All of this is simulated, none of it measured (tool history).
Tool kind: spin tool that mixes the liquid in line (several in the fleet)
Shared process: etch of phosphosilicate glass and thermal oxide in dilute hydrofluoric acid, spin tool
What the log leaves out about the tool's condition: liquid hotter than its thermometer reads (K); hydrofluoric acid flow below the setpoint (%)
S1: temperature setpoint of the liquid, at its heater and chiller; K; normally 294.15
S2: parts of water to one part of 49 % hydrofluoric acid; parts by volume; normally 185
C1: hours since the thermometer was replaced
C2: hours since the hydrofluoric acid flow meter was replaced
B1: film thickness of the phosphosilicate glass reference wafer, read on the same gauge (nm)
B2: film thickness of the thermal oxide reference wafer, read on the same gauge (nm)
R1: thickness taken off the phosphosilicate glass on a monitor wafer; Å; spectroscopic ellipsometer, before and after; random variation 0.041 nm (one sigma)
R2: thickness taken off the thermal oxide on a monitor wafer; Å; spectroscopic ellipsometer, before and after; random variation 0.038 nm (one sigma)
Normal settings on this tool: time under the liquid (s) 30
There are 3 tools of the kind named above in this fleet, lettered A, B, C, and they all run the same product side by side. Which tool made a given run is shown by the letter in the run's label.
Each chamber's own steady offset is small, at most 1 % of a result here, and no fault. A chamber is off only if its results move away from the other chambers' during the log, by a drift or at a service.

Run 1C, day 0.517: usual settings; C1 638.7; C2 234.5; B1 69.998; B2 69.96. Result: R1 78.64 Å, R2 6.8477 Å.
Run 2A, day 1.017: usual settings; C1 2033.4; C2 189.1; B1 70.019; B2 70.009. Result: R1 78.939 Å, R2 7.0009 Å.
Run 3B, day 1.408: usual settings; C1 684.2; C2 160.5; B1 70.019; B2 70.029. Result: R1 78.83 Å, R2 7.1993 Å.
Run 4A, day 1.788: usual settings; C1 2051.9; C2 207.6; B1 70.014; B2 69.979. Result: R1 79.486 Å, R2 6.7667 Å.
Run 5C, day 2.15: usual settings; C1 677.9; C2 273.7; B1 70; B2 69.975. Result: R1 79.668 Å, R2 6.7322 Å.
Run 6B, day 2.658: usual settings; C1 714.2; C2 190.5; B1 69.961; B2 69.978. Result: R1 78.517 Å, R2 6.6721 Å.
Run 7C, day 2.983: usual settings but S2 245 parts by volume, time under the liquid (s) 45; C1 697.9; C2 293.7; B1 70.017; B2 70.011. Result: R1 84.291 Å, R2 6.8584 Å.
Run 8B, day 3.533: usual settings but S2 245 parts by volume, time under the liquid (s) 45; C1 735.2; C2 211.5; B1 69.984; B2 69.973. Result: R1 83.469 Å, R2 7.1433 Å.
Run 9A, day 3.846: usual settings but S2 245 parts by volume, time under the liquid (s) 45; C1 2101.3; C2 257; B1 69.993; B2 69.999. Result: R1 83.978 Å, R2 7.0487 Å.
Run 10B, day 4.121: usual settings; C1 749.3; C2 225.6; B1 69.98; B2 70.006. Result: R1 77.913 Å, R2 6.4865 Å.
Run 11A, day 4.375: usual settings; C1 2114; C2 269.7; B1 69.994; B2 69.98. Result: R1 79.477 Å, R2 7.0276 Å.
Run 12C, day 4.704: usual settings; C1 739.2; C2 335; B1 70.013; B2 69.992. Result: R1 79.066 Å, R2 6.8648 Å.
Run 13A, day 5.042: usual settings; C1 2130; C2 285.7; B1 70.014; B2 70.002. Result: R1 78.962 Å, R2 6.6871 Å.
Run 14C, day 5.358: usual settings; C1 754.9; C2 350.7; B1 69.997; B2 69.997. Result: R1 79.151 Å, R2 6.4895 Å.
Run 15B, day 5.667: usual settings; C1 786.4; C2 262.7; B1 69.985; B2 70.032. Result: R1 78.952 Å, R2 6.5778 Å.
Run 16C, day 6.042: usual settings but S1 296.15 K, time under the liquid (s) 15; C1 771.3; C2 367.1; B1 70.006; B2 70.013. Result: R1 42.645 Å, R2 3.4987 Å.
Run 17A, day 6.546: usual settings but S1 296.15 K, time under the liquid (s) 15; C1 2166.1; C2 321.8; B1 70.004; B2 69.981. Result: R1 42.354 Å, R2 3.7621 Å.
Run 18B, day 7.067: usual settings but S1 296.15 K, time under the liquid (s) 15; C1 820; C2 296.3; B1 70.07; B2 70.019. Result: R1 43.143 Å, R2 3.2985 Å.
Run 19B, day 7.496: usual settings; C1 830.3; C2 306.6; B1 69.981; B2 69.99. Result: R1 80.002 Å, R2 6.9358 Å.
Run 20C, day 8.021: usual settings; C1 818.8; C2 414.6; B1 69.98; B2 69.938. Result: R1 79.018 Å, R2 6.0754 Å.
Run 21A, day 8.308: usual settings but S1 292.15 K, time under the liquid (s) 15; C1 2208.4; C2 364.1; B1 70.017; B2 70.004. Result: R1 35.984 Å, R2 2.8124 Å.
Run 22C, day 8.642: usual settings but S1 292.15 K, time under the liquid (s) 15; C1 833.7; C2 429.5; B1 70.013; B2 69.986. Result: R1 36.785 Å, R2 3.0504 Å.
Run 23B, day 9.096: usual settings but S1 292.15 K, time under the liquid (s) 15; C1 868.7; C2 345; B1 69.947; B2 69.979. Result: R1 37.414 Å, R2 2.9792 Å.
At day 9.238: chamber A: thermometer replaced.
Run 24A, day 9.488: usual settings; C1 6; C2 392.4; B1 69.999; B2 69.99. Result: R1 79.121 Å, R2 6.522 Å.
At day 9.879: chamber A: hydrofluoric acid flow meter replaced.
Run 25A, day 9.996: usual settings but time under the liquid (s) 20; C1 18.2; C2 2.8; B1 69.978; B2 69.961. Result: R1 53.027 Å, R2 4.2366 Å.
Run 26B, day 10.408: usual settings but time under the liquid (s) 20; C1 900.2; C2 376.5; B1 69.985; B2 70.025. Result: R1 54.702 Å, R2 4.5241 Å.
Run 27C, day 10.912: usual settings but time under the liquid (s) 20; C1 888.2; C2 484; B1 70.036; B2 69.964. Result: R1 52.506 Å, R2 4.4118 Å.
Run 28B, day 11.262: usual settings but S1 295.65 K; C1 920.7; C2 397; B1 70.026; B2 70.009. Result: R1 87.363 Å, R2 7.6309 Å.
Run 29C, day 11.579: usual settings but S1 295.65 K; C1 904.2; C2 500; B1 69.964; B2 69.993. Result: R1 83.87 Å, R2 7.377 Å.
Run 30A, day 11.9: usual settings but S1 295.65 K; C1 63.9; C2 48.5; B1 69.959; B2 70.022. Result: R1 84.8 Å, R2 6.3194 Å.
Run 31B, day 12.292: usual settings; C1 945.4; C2 421.7; B1 69.989; B2 70.007. Result: R1 83.172 Å, R2 6.121 Å.
Run 32A, day 12.625: usual settings but S2 255 parts by volume; C1 81.3; C2 65.9; B1 69.992; B2 69.996. Result: R1 53.582 Å, R2 3.9223 Å.
Run 33C, day 13.021: usual settings but S2 255 parts by volume; C1 938.8; C2 534.6; B1 69.996; B2 69.995. Result: R1 53.526 Å, R2 4.402 Å.
Run 34C, day 13.288: usual settings but S2 255 parts by volume; C1 945.2; C2 541; B1 69.979; B2 70.008. Result: R1 53.223 Å, R2 4.3268 Å.

The same settings go to every chamber for the next run, one line per chamber below. Forecast the results for each:
Run 35A, day 13.692: usual settings but S1 290.15 K. Result: R1 ?, R2 ?.
Run 35B, day 13.692: usual settings but S1 290.15 K. Result: R1 ?, R2 ?.
Run 35C, day 13.692: usual settings but S1 290.15 K. Result: R1 ?, R2 ?.

run      R1      R2
35A  67.545  5.1635
35B  72.695  6.0118
35C  67.901  5.5923
